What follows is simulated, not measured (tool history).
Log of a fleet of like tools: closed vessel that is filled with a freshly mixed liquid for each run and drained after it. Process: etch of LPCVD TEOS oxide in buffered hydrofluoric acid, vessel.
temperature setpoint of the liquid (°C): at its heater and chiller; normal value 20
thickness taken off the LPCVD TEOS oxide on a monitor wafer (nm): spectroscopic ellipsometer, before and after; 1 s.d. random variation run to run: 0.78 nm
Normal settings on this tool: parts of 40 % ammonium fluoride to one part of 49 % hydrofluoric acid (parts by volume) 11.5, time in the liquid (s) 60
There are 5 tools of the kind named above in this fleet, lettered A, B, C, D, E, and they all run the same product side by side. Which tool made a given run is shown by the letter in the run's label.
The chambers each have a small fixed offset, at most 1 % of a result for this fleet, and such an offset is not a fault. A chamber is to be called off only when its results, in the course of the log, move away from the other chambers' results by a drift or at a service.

| run | hour | temperature setpoint of the liquid (°C) | parts of 40 % ammonium fluoride to one part of 49 % hydrofluoric acid (parts by volume) | time in the liquid (s) | read-back film thickness of the LPCVD TEOS oxide reference wafer, read on the same gauge (nm) | thickness taken off the LPCVD TEOS oxide on a monitor wafer (nm) |
|---|---|---|---|---|---|---|
| 1B | 3.3 | 20 | 11.5 | 60 | 30.014 | 115.03 |
| 2C | 5.8 | 20 | 11.5 | 60 | 29.993 | 115.99 |
|  | 5.9 | chamber D: thermometer replaced |
| 3E | 8.4 | 20 | 11.5 | 60 | 30.026 | 115.88 |
| 4A | 11.8 | 20 | 11.5 | 60 | 29.983 | 116.76 |
| 5D | 14.1 | 20 | 11.5 | 60 | 30.018 | 116.36 |
| 6A | 17 | 20 | 11.5 | 60 | 29.982 | 116.68 |
| 7C | 21 | 20 | 11.5 | 80 | 30.012 | 152.97 |
| 8B | 22.9 | 20 | 11.5 | 80 | 30.005 | 153.24 |
| 9D | 25.1 | 20 | 11.5 | 80 | 30.007 | 152.79 |
| 10E | 28.5 | 20 | 11.5 | 80 | 30.011 | 154.06 |
| 11C | 30.7 | 20 | 11.5 | 80 | 29.974 | 152.59 |
| 12E | 34.9 | 20 | 11.5 | 60 | 30.009 | 116.4 |
| 13A | 37.5 | 20 | 11.5 | 60 | 30.004 | 115.43 |
| 14D | 41.2 | 20 | 11.5 | 60 | 29.989 | 116.62 |
| 15B | 45.1 | 20 | 11.5 | 60 | 29.991 | 115.75 |
| 16C | 49 | 20 | 11.5 | 60 | 30.001 | 112.51 |
| 17B | 53.2 | 20 | 11.5 | 60 | 29.992 | 115.67 |
| 18A | 55.7 | 17 | 11.5 | 45 | 29.987 | 74.145 |
| 19D | 58.1 | 17 | 11.5 | 45 | 29.983 | 73.561 |
| 20E | 60.4 | 17 | 11.5 | 45 | 29.978 | 73.838 |
| 21E | 62.4 | 17 | 11.5 | 45 | 30.011 | 73.059 |
| 22C | 65.1 | 17 | 11.5 | 45 | 30.003 | 70.784 |
| 23D | 68.9 | 20 | 11.5 | 60 | 30.011 | 116.69 |
| 24A | 71.2 | 20 | 11.5 | 60 | 29.974 | 118.54 |
| 25B | 74.4 | 20 | 10 | 60 | 29.983 | 132.24 |
| 26C | 78.3 | 20 | 10 | 60 | 29.973 | 127.05 |
| 27E | 81.1 | 20 | 10 | 60 | 30.016 | 132.66 |
| 28A | 84 | 20 | 10 | 60 | 30.005 | 133.83 |
| 29B | 87.7 | 20 | 10 | 60 | 30.002 | 131.67 |
| 30D | 91.8 | 20 | 11.5 | 60 | 30.012 | 117.22 |
| 31E | 94.8 | 20 | 8.5 | 40 | 29.97 | 98.483 |
| 32C | 97.8 | 20 | 8.5 | 40 | 30.006 | 94.947 |
| 33A | 100.7 | 20 | 8.5 | 40 | 29.996 | 101.65 |
| 34D | 104.6 | 20 | 8.5 | 40 | 29.993 | 101.05 |
| 35B | 108.2 | 20 | 8.5 | 40 | 30.009 | 101.38 |
| 36D | 111 | 20 | 11.5 | 60 | 30.007 | 116.12 |
| 37C | 113.6 | 20 | 11.5 | 60 | 30.003 | 107.15 |
| 38B | 116.9 | 20 | 11.5 | 60 | 30.002 | 115.1 |
| 39A | 119.8 | 17 | 7.5 | 60 | 29.983 | 149.67 |
| 40E | 123.8 | 17 | 7.5 | 60 | 30.007 | 144.74 |
| 41C | 127 | 17 | 7.5 | 60 | 29.994 | 134.71 |
| 42D | 130.3 | 17 | 7.5 | 60 | 30.009 | 144.18 |
| 43E | 134.3 | 17 | 7.5 | 60 | 29.995 | 146.92 |
| 44B | 137.5 | 20 | 11.5 | 60 | 30.018 | 114.79 |

Next, all 5 chambers run the settings below, one line each with question marks for the results. What does each chamber give?
| 45A | 140.6 | 20 | 11.5 | 35 |  | ? |
| 45B | 140.6 | 20 | 11.5 | 35 |  | ? |
| 45C | 140.6 | 20 | 11.5 | 35 |  | ? |
| 45D | 140.6 | 20 | 11.5 | 35 |  | ? |
| 45E | 140.6 | 20 | 11.5 | 35 |  | ? |

| run | thickness taken off the LPCVD TEOS oxide on a monitor wafer (nm) |
|---|---|
| 45A | 67.994 |
| 45B | 67.297 |
| 45C | 61.679 |
| 45D | 68.064 |
| 45E | 67.461 |
